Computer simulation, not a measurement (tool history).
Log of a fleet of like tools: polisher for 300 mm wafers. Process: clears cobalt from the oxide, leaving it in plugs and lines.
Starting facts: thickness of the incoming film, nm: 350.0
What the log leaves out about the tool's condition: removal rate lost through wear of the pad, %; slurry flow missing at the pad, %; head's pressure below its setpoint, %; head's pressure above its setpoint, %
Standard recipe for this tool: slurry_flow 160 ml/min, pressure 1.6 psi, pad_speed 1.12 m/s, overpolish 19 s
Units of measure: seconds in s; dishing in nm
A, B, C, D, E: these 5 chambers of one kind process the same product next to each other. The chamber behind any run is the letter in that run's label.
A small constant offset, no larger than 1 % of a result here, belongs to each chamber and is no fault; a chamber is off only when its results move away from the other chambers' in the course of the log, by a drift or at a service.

run	day	slurry_flow	pressure	pad_speed	overpolish	wafers polished on this pad	hours since the slurry nozzle was cleaned	hours since the head pressure was calibrated	seconds	dishing
# day 0.45: chamber C: worn pad replaced by a new one
1E	0.617	160	1.6	1.12	19	192	863.2	211.5	87.762	39.669
# day 0.85: chamber A: head pressure recalibrated
2D	1.246	160	1.6	1.12	19	807	342.9	189.5	89.707	40.238
# day 1.546: chamber E: slurry nozzle cleaned
# day 1.746: chamber A: worn pad replaced by a new one
3A	1.904	160	1.6	1.12	19	32	64.2	25.4	87.925	40.282
4C	2.429	160	1.6	1.12	19	398	268.4	116.7	88.401	39.165
5B	2.933	160	1.6	1.12	19	764	205.9	708.9	87.788	39.442
# day 3.388: chamber B: worn pad replaced by a new one
6C	3.421	160	1.6	1.12	19	598	292.2	140.5	88.478	38.766
# day 3.662: chamber E: worn pad replaced by a new one
7E	4.004	160	1.6	1.12	19	69	59.1	292.8	88.148	39.453
# day 4.379: chamber C: worn pad replaced by a new one
8A	4.438	160	1.6	1.12	19	542	125	86.2	87.045	40.678
# day 4.479: chamber D: worn pad replaced by a new one
9B	5.046	160	1.6	1.12	19	334	256.6	759.6	88.202	38.876
10D	5.454	160	1.6	1.12	19	196	443.9	290.5	89.665	38.627
11D	5.917	160	1.6	1.12	19	290	455	301.6	89.504	38.671
12E	6.379	160	1.6	1.12	19	547	116.1	349.8	89.806	39.731
13A	6.75	160	1.6	1.12	19	1007	180.5	141.7	90.414	38.829
# day 6.875: chamber B: worn pad replaced by a new one
# day 7.067: chamber B: slurry nozzle cleaned
# day 7.375: chamber E: worn pad replaced by a new one
14B	7.442	160	1.6	1.12	19	114	9.1	817.1	85.737	39.479
15C	7.938	160	1.6	1.12	27	716	400.6	248.9	90.797	45.348
# day 8.367: chamber A: worn pad replaced by a new one
16E	8.392	160	1.6	1.12	27	205	164.4	398.1	90.155	46.017
17D	8.942	160	1.6	1.12	27	898	527.6	374.2	89.38	43.957
# day 9.562: chamber C: worn pad replaced by a new one
18C	9.6	160	1.6	1.12	27	7	440.5	288.8	88.416	42.84
19A	10.138	160	1.6	1.12	27	356	261.8	223	87.622	45.847
20B	10.75	160	1.6	1.12	19	779	88.5	896.5	87.797	39.089
# day 10.779: chamber B: worn pad replaced by a new one
21D	11.438	160	1.6	1.12	19	1400	587.5	434.1	87.814	38.231
# day 11.454: chamber E: worn pad replaced by a new one
# day 11.792: chamber D: worn pad replaced by a new one
22A	12.083	160	1.6	1.12	19	748	308.5	269.7	86.998	39.721
23E	12.496	160	2.2	1.12	19	210	262.9	496.6	67.028	43.705
24C	12.912	160	2.2	1.12	19	674	520	368.3	64.615	42.571
25B	13.346	160	2.2	1.12	19	516	150.8	958.8	63.082	44.825
26A	13.946	160	2.2	1.12	19	1123	353.2	314.4	63.871	43.41
# day 14.042: chamber A: slurry nozzle cleaned
# day 14.196: chamber C: worn pad replaced by a new one
# day 14.229: chamber B: worn pad replaced by a new one
27C	14.596	160	2.2	1.12	19	80	560.4	408.7	65.905	43.992
# day 14.667: chamber E: worn pad replaced by a new one
# day 14.783: chamber D: head pressure recalibrated
# day 14.954: chamber A: worn pad replaced by a new one
28D	15.246	160	1.6	1.12	19	695	678.9	11.1	89.867	38.776
29B	15.742	160	1.6	1.12	19	304	208.3	1016.3	88.465	39.694
# day 15.833: chamber A: head pressure recalibrated
30E	16.208	160	1.6	1.12	19	310	352	585.7	98.079	37.917
31B	16.638	160	1.6	1.12	19	484	229.8	1037.8	88.883	39.073
32D	17.021	110	1.6	0.82	19	1052	721.5	53.7	129.87	32.732
33E	17.562	110	1.6	0.82	19	583	384.5	618.2	144.95	30.054
34A	17.942	110	1.6	0.82	19	601	93.7	50.7	127.46	31.725
35C	18.371	110	1.6	0.82	19	840	651	499.3	130.67	31.42
36D	18.692	110	1.6	0.82	19	1388	761.6	93.8	129.78	31.742

The same settings go to every chamber for the next run, one line per chamber below. Forecast the results for each:
37A	19.188	160	1.6	1.12	14				?	?
37B	19.188	160	1.6	1.12	14				?	?
37C	19.188	160	1.6	1.12	14				?	?
37D	19.188	160	1.6	1.12	14				?	?
37E	19.188	160	1.6	1.12	14				?	?

run	seconds	dishing
37A	85.197	34.597
37B	89.345	32.979
37C	89.688	33.002
37D	90.408	33.659
37E	103.19	32.159
